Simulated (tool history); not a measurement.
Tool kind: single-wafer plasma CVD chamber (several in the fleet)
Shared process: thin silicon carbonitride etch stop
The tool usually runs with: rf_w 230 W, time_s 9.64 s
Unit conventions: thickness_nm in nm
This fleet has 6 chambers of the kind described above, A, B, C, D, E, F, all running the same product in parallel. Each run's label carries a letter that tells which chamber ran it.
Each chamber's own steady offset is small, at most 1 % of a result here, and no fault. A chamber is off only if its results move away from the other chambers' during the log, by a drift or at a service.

run	hour	rf_w	time_s	read-back reference wafer on the same gauge, thickness_nm	thickness_nm
1A	4.8	230	9.64	6.8298	5.7286
2B	13.1	230	9.64	6.8295	5.7524
3E	22.0	230	9.64	6.8267	5.7857
4F	27.0	230	9.64	6.8273	5.6958
5D	36.5	230	9.64	6.8263	5.7303
6C	42.3	230	9.64	6.8249	5.6989
7E	52.1	215	9.64	6.8232	5.6489
8A	56.3	215	9.64	6.8230	5.5969
9F	61.2	215	9.64	6.8224	5.5735
10B	68.0	215	9.64	6.8201	5.6372
11C	76.6	215	9.64	6.8200	5.5645
# hour 83.5: chamber B: thermocouple changed; heater temperature recalibrated
12D	86.2	215	9.64	6.8178	5.6013
# hour 89.9: chamber C: RF generator calibrated
13E	93.1	230	9.64	6.8187	5.7679
14D	97.8	230	9.64	6.8199	5.7216
15A	107.0	230	9.64	6.8170	5.7131
16F	112.5	230	9.64	6.8147	5.6961
17B	119.7	230	9.64	6.8152	5.7458
18C	127.9	230	9.64	6.8127	5.7022
19D	134.2	230	9.64	6.8121	5.7212
20A	142.0	230	9.64	6.8110	5.7122
21F	149.5	230	9.64	6.8096	5.6778
22B	156.2	230	9.64	6.8100	5.7429
23C	161.7	230	9.64	6.8107	5.7030
24E	168.5	230	9.64	6.8084	5.7686
25B	172.7	230	9.64	6.8091	5.7385
26D	177.7	230	9.64	6.8068	5.7035
27F	182.9	230	9.64	6.8061	5.6693
28C	192.2	230	9.64	6.8045	5.6806
29E	200.5	230	9.64	6.8021	5.7498
30A	210.1	230	9.64	6.8008	5.7055
31A	219.0	230	9.64	6.8026	5.6929
32D	227.0	230	9.64	6.8014	5.7091
33C	231.3	230	9.64	6.7997	5.6954
34F	238.4	230	9.64	6.7985	5.6650
35B	246.9	200	8.26	6.7955	4.7230
36E	254.4	200	8.26	6.7966	4.7180

The same settings go to every chamber for the next run, one line per chamber below. Forecast the results for each:
37A	261.4	230	9.64		?
37B	261.4	230	9.64		?
37C	261.4	230	9.64		?
37D	261.4	230	9.64		?
37E	261.4	230	9.64		?
37F	261.4	230	9.64		?

run	thickness_nm
37A	5.6916
37B	5.7405
37C	5.6847
37D	5.6996
37E	5.7491
37F	5.6687

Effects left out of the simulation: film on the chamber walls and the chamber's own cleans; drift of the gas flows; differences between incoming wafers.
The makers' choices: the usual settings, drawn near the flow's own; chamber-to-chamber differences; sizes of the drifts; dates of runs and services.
